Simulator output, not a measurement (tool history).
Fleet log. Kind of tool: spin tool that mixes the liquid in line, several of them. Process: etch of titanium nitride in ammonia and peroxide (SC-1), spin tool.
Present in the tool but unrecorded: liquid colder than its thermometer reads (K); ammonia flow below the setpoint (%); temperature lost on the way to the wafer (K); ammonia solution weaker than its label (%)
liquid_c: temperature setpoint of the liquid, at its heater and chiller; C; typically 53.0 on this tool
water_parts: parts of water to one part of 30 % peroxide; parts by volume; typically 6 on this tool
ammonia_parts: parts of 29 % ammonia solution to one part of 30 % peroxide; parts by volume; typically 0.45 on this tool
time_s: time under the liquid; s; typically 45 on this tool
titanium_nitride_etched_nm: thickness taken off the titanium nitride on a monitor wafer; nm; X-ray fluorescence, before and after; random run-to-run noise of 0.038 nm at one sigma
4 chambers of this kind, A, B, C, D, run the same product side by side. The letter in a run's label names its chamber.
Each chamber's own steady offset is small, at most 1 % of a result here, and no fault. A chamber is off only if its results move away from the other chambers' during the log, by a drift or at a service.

run,day,liquid_c,water_parts,ammonia_parts,time_s,hours since the thermometer was replaced,hours since the ammonia flow meter was replaced,hours since the heated supply line was repaired,hours since the drum of ammonia solution was connected,"read-back film thickness of the titanium nitride reference wafer, read on the same gauge (nm)",titanium_nitride_etched_nm
1D,0.275,53.0,6,0.45,45,1466.5,134.1,2787.6,644.2,89.954,3.9916
2C,0.442,53.0,6,0.45,45,313.0,659.9,3390.3,565.3,89.990,4.0325
# day 0.458: chamber C: new drum of ammonia solution connected
3A,0.596,53.0,6,0.45,45,411.4,686.6,806.3,913.4,90.001,4.0511
4B,0.933,53.0,6,0.45,45,906.9,309.9,1079.8,56.1,89.968,4.0113
5C,1.254,53.0,6,0.45,45,332.5,679.4,3409.8,19.2,90.003,4.0401
6A,1.488,53.0,6,0.45,45,432.8,708.0,827.7,934.8,90.014,3.9412
7B,1.821,53.0,6,0.45,45,928.2,331.2,1101.1,77.4,90.033,3.9737
8D,2.029,53.0,6,0.45,45,1508.6,176.2,2829.7,686.3,90.015,4.0024
9B,2.358,53.0,6,0.45,45,941.1,344.1,1114.0,90.3,89.972,4.0130
10C,2.517,53.0,6,0.45,45,362.8,709.7,3440.1,49.5,90.009,4.0425
11A,2.817,53.0,6,0.45,45,464.7,739.9,859.6,966.7,89.965,4.0448
12D,3.125,49.0,6,0.45,45,1534.9,202.5,2856.0,712.6,90.036,2.9653
13D,3.458,49.0,6,0.45,45,1542.9,210.5,2864.0,720.6,90.032,3.0395
14C,3.629,49.0,6,0.45,45,389.5,736.4,3466.8,76.2,89.978,3.0551
# day 3.712: chamber D: new drum of ammonia solution connected
15A,3.796,49.0,6,0.45,45,488.2,763.4,883.1,990.2,90.024,3.0298
16B,3.967,53.0,6,0.45,45,979.7,382.7,1152.6,128.9,90.011,3.8825
17D,4.162,53.0,6,0.45,45,1559.8,227.4,2880.9,10.8,90.009,3.9321
18C,4.492,61.5,6,0.45,45,410.2,757.1,3487.5,96.9,90.010,7.0707
19B,4.738,61.5,6,0.45,45,998.2,401.2,1171.1,147.4,89.941,6.8710
# day 4.825: chamber A: new drum of ammonia solution connected
20A,5.000,61.5,6,0.45,45,517.1,792.3,912.0,4.3,90.007,7.2920
21D,5.250,61.5,6,0.45,45,1585.9,253.5,2907.0,36.9,89.967,6.8543
22B,5.517,53.0,6,0.45,45,1016.9,419.9,1189.8,166.1,89.993,3.9190
23C,5.721,53.0,6,0.45,45,439.7,786.6,3517.0,126.4,90.010,4.0378
24A,5.900,53.0,6,0.40,30,538.7,813.9,933.6,25.9,90.019,2.6548
# day 6.108: chamber C: heated supply line repaired
25C,6.171,53.0,6,0.40,30,450.5,797.4,1.5,137.2,89.987,2.6620
26A,6.438,53.0,6,0.40,30,551.6,826.8,946.5,38.8,90.049,2.5916
27B,6.654,53.0,6,0.40,30,1044.2,447.2,1217.1,193.4,90.047,2.4919
28D,6.954,53.0,6,0.45,45,1626.8,294.4,2947.9,77.8,90.022,3.9920
29A,7.279,53.0,6,0.45,45,571.8,847.0,966.7,59.0,89.992,3.9992
# day 7.567: chamber A: heated supply line repaired
30B,7.604,53.0,6,0.45,45,1067.0,470.0,1239.9,216.2,89.996,3.8489
31D,7.854,53.0,8,0.45,30,1648.4,316.0,2969.5,99.4,90.017,2.2530
32C,8.029,53.0,8,0.45,30,495.1,842.0,46.1,181.8,89.994,2.3315
33B,8.233,53.0,8,0.45,30,1082.1,485.1,1255.0,231.3,90.020,2.1593
34C,8.438,53.0,8,0.45,30,504.9,851.8,55.9,191.6,90.034,2.3100
35A,8.717,53.0,6,0.45,45,606.3,881.5,27.6,93.5,90.024,3.9988

Read the log: is a single chamber off, either drifting away or since a service, is the gauge that measures every chamber drifting, or is nothing wrong beyond small per-chamber offsets? Name any odd chamber and what most likely caused it.

Chamber B drifts away from the others.
Cause: liquid colder than its thermometer reads (K) = 0.888.
Not necessarily distinguishable in this log from: temperature lost on the way to the wafer (K).

Chamber B could run next with any of the 4 candidate recipes listed below; each alters the usual settings, and their results appear as question marks. Which one brings its results back in line with what the other chambers deliver on the usual settings?
In line means no further than this from the other chambers' mean on the usual settings: titanium_nitride_etched_nm 0.1300 nm
36B-1,8.958,54.0,6,0.45,45,,,,,,?
36B-2,8.958,53.0,6,0.45,50,,,,,,?
36B-3,8.958,53.0,6,0.45,40,,,,,,?
36B-4,8.958,52.0,6,0.45,45,,,,,,?

Average result of the remaining chambers running the usual settings: titanium_nitride_etched_nm 4.0081 nm
run,titanium_nitride_etched_nm
36B-1,4.0476
36B-2,4.1993
36B-3,3.3594
36B-4,3.5274
The answer is 36B-1, which returns the chamber to within the allowed miss of the others.

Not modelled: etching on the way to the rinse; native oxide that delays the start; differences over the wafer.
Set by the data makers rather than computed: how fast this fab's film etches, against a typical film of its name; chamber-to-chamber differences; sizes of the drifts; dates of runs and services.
